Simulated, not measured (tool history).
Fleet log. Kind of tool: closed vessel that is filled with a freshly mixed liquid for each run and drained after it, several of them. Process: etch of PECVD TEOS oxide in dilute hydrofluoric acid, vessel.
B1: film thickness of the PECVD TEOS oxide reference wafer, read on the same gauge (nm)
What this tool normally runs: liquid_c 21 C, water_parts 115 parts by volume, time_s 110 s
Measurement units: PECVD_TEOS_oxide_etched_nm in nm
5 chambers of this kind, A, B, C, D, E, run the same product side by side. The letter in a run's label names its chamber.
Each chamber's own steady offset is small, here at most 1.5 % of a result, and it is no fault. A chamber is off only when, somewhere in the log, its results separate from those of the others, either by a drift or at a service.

{"run": "1D", "hour": 2.8, "liquid_c": 21, "water_parts": 115, "time_s": 110, "B1": 100.01, "PECVD_TEOS_oxide_etched_nm": 11.261}
{"run": "2C", "hour": 8.6, "liquid_c": 21, "water_parts": 115, "time_s": 110, "B1": 99.994, "PECVD_TEOS_oxide_etched_nm": 11.398}
{"run": "3A", "hour": 14.3, "liquid_c": 21, "water_parts": 115, "time_s": 110, "B1": 99.934, "PECVD_TEOS_oxide_etched_nm": 11.17}
{"run": "4E", "hour": 18.4, "liquid_c": 21, "water_parts": 115, "time_s": 110, "B1": 100.01, "PECVD_TEOS_oxide_etched_nm": 11.268}
{"run": "5B", "hour": 22.6, "liquid_c": 21, "water_parts": 115, "time_s": 110, "B1": 100.04, "PECVD_TEOS_oxide_etched_nm": 11.449}
{"run": "6C", "hour": 25.4, "liquid_c": 21, "water_parts": 115, "time_s": 110, "B1": 100.06, "PECVD_TEOS_oxide_etched_nm": 11.452}
{"run": "7B", "hour": 29.6, "liquid_c": 21, "water_parts": 115, "time_s": 110, "B1": 100.02, "PECVD_TEOS_oxide_etched_nm": 11.494}
{"run": "8E", "hour": 33.1, "liquid_c": 21, "water_parts": 115, "time_s": 110, "B1": 99.953, "PECVD_TEOS_oxide_etched_nm": 11.348}
{"run": "9D", "hour": 37.5, "liquid_c": 21, "water_parts": 115, "time_s": 110, "B1": 99.95, "PECVD_TEOS_oxide_etched_nm": 11.256}
{"run": "10A", "hour": 40.5, "liquid_c": 21, "water_parts": 115, "time_s": 110, "B1": 99.975, "PECVD_TEOS_oxide_etched_nm": 11.321}
{"run": "11E", "hour": 43.8, "liquid_c": 21, "water_parts": 115, "time_s": 110, "B1": 99.952, "PECVD_TEOS_oxide_etched_nm": 11.25}
{"run": "12A", "hour": 49.7, "liquid_c": 21, "water_parts": 115, "time_s": 110, "B1": 100.04, "PECVD_TEOS_oxide_etched_nm": 11.225}
{"run": "13C", "hour": 53.5, "liquid_c": 21, "water_parts": 115, "time_s": 110, "B1": 100.03, "PECVD_TEOS_oxide_etched_nm": 11.435}
{"run": "14B", "hour": 58.2, "liquid_c": 21, "water_parts": 115, "time_s": 110, "B1": 99.974, "PECVD_TEOS_oxide_etched_nm": 11.492}
{"run": "15D", "hour": 63.4, "liquid_c": 21, "water_parts": 115, "time_s": 110, "B1": 99.984, "PECVD_TEOS_oxide_etched_nm": 11.256}
{"run": "16A", "hour": 66.5, "liquid_c": 21, "water_parts": 115, "time_s": 110, "B1": 100.01, "PECVD_TEOS_oxide_etched_nm": 11.203}
{"run": "17B", "hour": 71.2, "liquid_c": 21, "water_parts": 115, "time_s": 110, "B1": 99.97, "PECVD_TEOS_oxide_etched_nm": 11.563}
{"run": "18D", "hour": 74.3, "liquid_c": 21, "water_parts": 115, "time_s": 110, "B1": 99.985, "PECVD_TEOS_oxide_etched_nm": 11.119}
{"run": "19E", "hour": 79.8, "liquid_c": 21, "water_parts": 115, "time_s": 110, "B1": 100.01, "PECVD_TEOS_oxide_etched_nm": 11.26}
{"run": "20C", "hour": 84.3, "liquid_c": 21, "water_parts": 175, "time_s": 65, "B1": 100.01, "PECVD_TEOS_oxide_etched_nm": 4.1922}
{"run": "21E", "hour": 90.0, "liquid_c": 21, "water_parts": 175, "time_s": 65, "B1": 100.03, "PECVD_TEOS_oxide_etched_nm": 4.1052}
{"run": "22C", "hour": 94.8, "liquid_c": 21, "water_parts": 175, "time_s": 65, "B1": 100.02, "PECVD_TEOS_oxide_etched_nm": 4.1792}
{"run": "23D", "hour": 98.6, "liquid_c": 21, "water_parts": 175, "time_s": 65, "B1": 100.01, "PECVD_TEOS_oxide_etched_nm": 4.0328}
{"hour": 98.8, "done": "chamber A: hydrofluoric acid flow meter replaced"}
{"run": "24B", "hour": 103.1, "liquid_c": 21, "water_parts": 175, "time_s": 65, "B1": 99.991, "PECVD_TEOS_oxide_etched_nm": 4.1457}
{"run": "25A", "hour": 108.6, "liquid_c": 21, "water_parts": 115, "time_s": 110, "B1": 99.985, "PECVD_TEOS_oxide_etched_nm": 11.254}
{"run": "26E", "hour": 114.9, "liquid_c": 21, "water_parts": 115, "time_s": 110, "B1": 100.02, "PECVD_TEOS_oxide_etched_nm": 11.336}
{"run": "27D", "hour": 120.7, "liquid_c": 21, "water_parts": 115, "time_s": 110, "B1": 99.976, "PECVD_TEOS_oxide_etched_nm": 11.009}
{"run": "28C", "hour": 125.9, "liquid_c": 21, "water_parts": 115, "time_s": 110, "B1": 100, "PECVD_TEOS_oxide_etched_nm": 11.464}
{"run": "29B", "hour": 129.3, "liquid_c": 21, "water_parts": 115, "time_s": 110, "B1": 100.06, "PECVD_TEOS_oxide_etched_nm": 11.428}
{"run": "30A", "hour": 134.6, "liquid_c": 21, "water_parts": 115, "time_s": 110, "B1": 99.974, "PECVD_TEOS_oxide_etched_nm": 11.246}
{"run": "31B", "hour": 138.1, "liquid_c": 21, "water_parts": 115, "time_s": 110, "B1": 100.02, "PECVD_TEOS_oxide_etched_nm": 11.46}
{"run": "32A", "hour": 142.7, "liquid_c": 21, "water_parts": 115, "time_s": 110, "B1": 99.997, "PECVD_TEOS_oxide_etched_nm": 11.298}
{"run": "33C", "hour": 145.7, "liquid_c": 21, "water_parts": 115, "time_s": 110, "B1": 99.986, "PECVD_TEOS_oxide_etched_nm": 11.392}
{"run": "34E", "hour": 151.6, "liquid_c": 19, "water_parts": 80, "time_s": 110, "B1": 100.04, "PECVD_TEOS_oxide_etched_nm": 15.713}
{"run": "35D", "hour": 154.3, "liquid_c": 19, "water_parts": 80, "time_s": 110, "B1": 99.982, "PECVD_TEOS_oxide_etched_nm": 15.073}
{"run": "36A", "hour": 158.1, "liquid_c": 19, "water_parts": 80, "time_s": 110, "B1": 100.01, "PECVD_TEOS_oxide_etched_nm": 15.49}
{"run": "37C", "hour": 163.4, "liquid_c": 19, "water_parts": 80, "time_s": 110, "B1": 100.03, "PECVD_TEOS_oxide_etched_nm": 15.661}
{"run": "38E", "hour": 168.5, "liquid_c": 19, "water_parts": 80, "time_s": 110, "B1": 100.01, "PECVD_TEOS_oxide_etched_nm": 15.634}
{"run": "39D", "hour": 173.7, "liquid_c": 21, "water_parts": 115, "time_s": 110, "B1": 100.06, "PECVD_TEOS_oxide_etched_nm": 10.875}
{"run": "40B", "hour": 177.9, "liquid_c": 21, "water_parts": 115, "time_s": 110, "B1": 99.971, "PECVD_TEOS_oxide_etched_nm": 11.506}

One chamber off, gauge drift, or nothing amiss beyond the chambers' own small offsets? If it is a chamber, which one, and what is the likeliest cause?

Little by little, chamber D moves away from the other chambers.
Likeliest cause: liquid colder than its thermometer reads (K) = 1.01.
With only this log, it may be confused with: hydrofluoric acid flow below the setpoint (%).

Below are 4 candidate recipes for chamber D's next run, each the usual settings with a change, their results shown as question marks. Which of them brings D's results back in line with what the other chambers give on the usual settings?
Allowed miss from the other chambers' usual-settings mean, per result, to count as in line: PECVD_TEOS_oxide_etched_nm 0.16 nm
{"run": "41D-1", "hour": 182.4, "liquid_c": 21.5, "water_parts": 115, "time_s": 110, "PECVD_TEOS_oxide_etched_nm": "?"}
{"run": "41D-2", "hour": 182.4, "liquid_c": 21, "water_parts": 120, "time_s": 110, "PECVD_TEOS_oxide_etched_nm": "?"}
{"run": "41D-3", "hour": 182.4, "liquid_c": 21, "water_parts": 115, "time_s": 115, "PECVD_TEOS_oxide_etched_nm": "?"}
{"run": "41D-4", "hour": 182.4, "liquid_c": 20.5, "water_parts": 115, "time_s": 110, "PECVD_TEOS_oxide_etched_nm": "?"}

Usual-settings mean across the other chambers: PECVD_TEOS_oxide_etched_nm 11.36 nm
run=41D-1 PECVD_TEOS_oxide_etched_nm=11.04
run=41D-2 PECVD_TEOS_oxide_etched_nm=10.304
run=41D-3 PECVD_TEOS_oxide_etched_nm=11.31
run=41D-4 PECVD_TEOS_oxide_etched_nm=10.6
It is 41D-3 that realigns the chamber with its peers.
